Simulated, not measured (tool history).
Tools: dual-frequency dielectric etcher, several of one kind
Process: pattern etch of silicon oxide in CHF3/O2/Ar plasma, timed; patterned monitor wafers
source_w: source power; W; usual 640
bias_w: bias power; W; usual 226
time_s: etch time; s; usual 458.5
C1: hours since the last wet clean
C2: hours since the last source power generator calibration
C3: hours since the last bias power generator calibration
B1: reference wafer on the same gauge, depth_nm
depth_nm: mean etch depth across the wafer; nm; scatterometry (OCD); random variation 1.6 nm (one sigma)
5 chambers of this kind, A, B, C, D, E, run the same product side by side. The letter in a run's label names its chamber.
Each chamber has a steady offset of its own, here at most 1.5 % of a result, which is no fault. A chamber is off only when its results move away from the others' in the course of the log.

Run 1E, hour 3.8: usual settings; C1 177.7; C2 618; C3 728.2; B1 829.74. Result: depth_nm 1011.3 nm.
At hour 4.9: chamber B: wet clean of the chamber.
Run 2A, hour 7.7: usual settings; C1 247; C2 2493.8; C3 2619.2; B1 829.99. Result: depth_nm 1008.5 nm.
Run 3D, hour 15: usual settings; C1 106.2; C2 645.6; C3 825.8; B1 829.35. Result: depth_nm 996.46 nm.
Run 4C, hour 19.9: usual settings; C1 217.3; C2 1597; C3 1400.2; B1 829.7. Result: depth_nm 1011.4 nm.
Run 5B, hour 24.6: usual settings; C1 19.8; C2 442.1; C3 2319.7; B1 829.32. Result: depth_nm 988.98 nm.
Run 6D, hour 28.7: usual settings; C1 119.9; C2 659.3; C3 839.5; B1 829.44. Result: depth_nm 991 nm.
Run 7E, hour 32.7: usual settings; C1 206.6; C2 646.9; C3 757.1; B1 829.49. Result: depth_nm 1005.6 nm.
Run 8B, hour 40.3: usual settings but source_w 490 W, bias_w 177 W; C1 35.5; C2 457.8; C3 2335.4; B1 829.16. Result: depth_nm 819.21 nm.
Run 9C, hour 44.5: usual settings but source_w 490 W, bias_w 177 W; C1 241.9; C2 1621.6; C3 1424.8; B1 828.84. Result: depth_nm 840.58 nm.
Run 10A, hour 50.7: usual settings but source_w 490 W, bias_w 177 W; C1 290; C2 2536.8; C3 2662.2; B1 828.85. Result: depth_nm 837.01 nm.
Run 11A, hour 56.4: usual settings but source_w 490 W, bias_w 177 W; C1 295.7; C2 2542.5; C3 2667.9; B1 828.55. Result: depth_nm 840.24 nm.
Run 12E, hour 59.9: usual settings but source_w 490 W, bias_w 177 W; C1 233.8; C2 674.1; C3 784.3; B1 828.62. Result: depth_nm 835.34 nm.
Run 13B, hour 65.9: usual settings; C1 61.1; C2 483.4; C3 2361; B1 828.73. Result: depth_nm 989.04 nm.
Run 14D, hour 71.5: usual settings; C1 162.7; C2 702.1; C3 882.3; B1 828.21. Result: depth_nm 993.09 nm.
Run 15C, hour 79.5: usual settings; C1 276.9; C2 1656.6; C3 1459.8; B1 828.18. Result: depth_nm 1012.1 nm.
Run 16C, hour 86.1: usual settings; C1 283.5; C2 1663.2; C3 1466.4; B1 827.87. Result: depth_nm 1009.6 nm.
Run 17B, hour 89.7: usual settings; C1 84.9; C2 507.2; C3 2384.8; B1 827.93. Result: depth_nm 989.01 nm.
Run 18E, hour 95.4: usual settings; C1 269.3; C2 709.6; C3 819.8; B1 827.6. Result: depth_nm 1004.8 nm.
Run 19A, hour 103.3: usual settings; C1 342.6; C2 2589.4; C3 2714.8; B1 827.4. Result: depth_nm 1010.9 nm.
Run 20D, hour 109.5: usual settings; C1 200.7; C2 740.1; C3 920.3; B1 827.29. Result: depth_nm 988.16 nm.
Run 21B, hour 113.6: usual settings but source_w 590 W; C1 108.8; C2 531.1; C3 2408.7; B1 827.57. Result: depth_nm 958.16 nm.
Run 22E, hour 119.7: usual settings but source_w 590 W; C1 293.6; C2 733.9; C3 844.1; B1 826.99. Result: depth_nm 972.51 nm.
Run 23A, hour 126.7: usual settings but source_w 590 W; C1 366; C2 2612.8; C3 2738.2; B1 826.64. Result: depth_nm 976.29 nm.
Run 24D, hour 131.5: usual settings but source_w 590 W; C1 222.7; C2 762.1; C3 942.3; B1 826.58. Result: depth_nm 960.59 nm.
Run 25C, hour 137.7: usual settings but source_w 590 W; C1 335.1; C2 1714.8; C3 1518; B1 826.52. Result: depth_nm 980.89 nm.
Run 26D, hour 145.7: usual settings; C1 236.9; C2 776.3; C3 956.5; B1 826.26. Result: depth_nm 988.12 nm.
Run 27E, hour 152.5: usual settings; C1 326.4; C2 766.7; C3 876.9; B1 826.15. Result: depth_nm 1002.3 nm.
Run 28A, hour 156.2: usual settings; C1 395.5; C2 2642.3; C3 2767.7; B1 825.94. Result: depth_nm 1010.6 nm.
Run 29C, hour 160.2: usual settings; C1 357.6; C2 1737.3; C3 1540.5; B1 825.81. Result: depth_nm 1008.4 nm.
Run 30B, hour 166.1: usual settings; C1 161.3; C2 583.6; C3 2461.2; B1 825.95. Result: depth_nm 985.9 nm.
Run 31D, hour 173.1: usual settings; C1 264.3; C2 803.7; C3 983.9; B1 825.53. Result: depth_nm 987.23 nm.
Run 32C, hour 178.6: usual settings; C1 376; C2 1755.7; C3 1558.9; B1 826.06. Result: depth_nm 1007.9 nm.
Run 33A, hour 186.5: usual settings; C1 425.8; C2 2672.6; C3 2798; B1 825.65. Result: depth_nm 1007 nm.
Run 34B, hour 193.7: usual settings; C1 188.9; C2 611.2; C3 2488.8; B1 825.31. Result: depth_nm 983.09 nm.
Run 35E, hour 200.4: usual settings; C1 374.3; C2 814.6; C3 924.8; B1 825.09. Result: depth_nm 1002.4 nm.
Run 36B, hour 205.6: usual settings; C1 200.8; C2 623.1; C3 2500.7; B1 824.7. Result: depth_nm 984.7 nm.
Run 37A, hour 212.6: usual settings but source_w 540 W; C1 451.9; C2 2698.7; C3 2824.1; B1 824.32. Result: depth_nm 945.6 nm.

All 5 chambers run these settings next. Forecast each chamber's results:
Run 38A, hour 218.5: usual settings. Result: depth_nm ?.
Run 38B, hour 218.5: usual settings. Result: depth_nm ?.
Run 38C, hour 218.5: usual settings. Result: depth_nm ?.
Run 38D, hour 218.5: usual settings. Result: depth_nm ?.
Run 38E, hour 218.5: usual settings. Result: depth_nm ?.

run  depth_nm
38A    1007.6
38B    984.97
38C      1008
38D    986.15
38E    1000.7
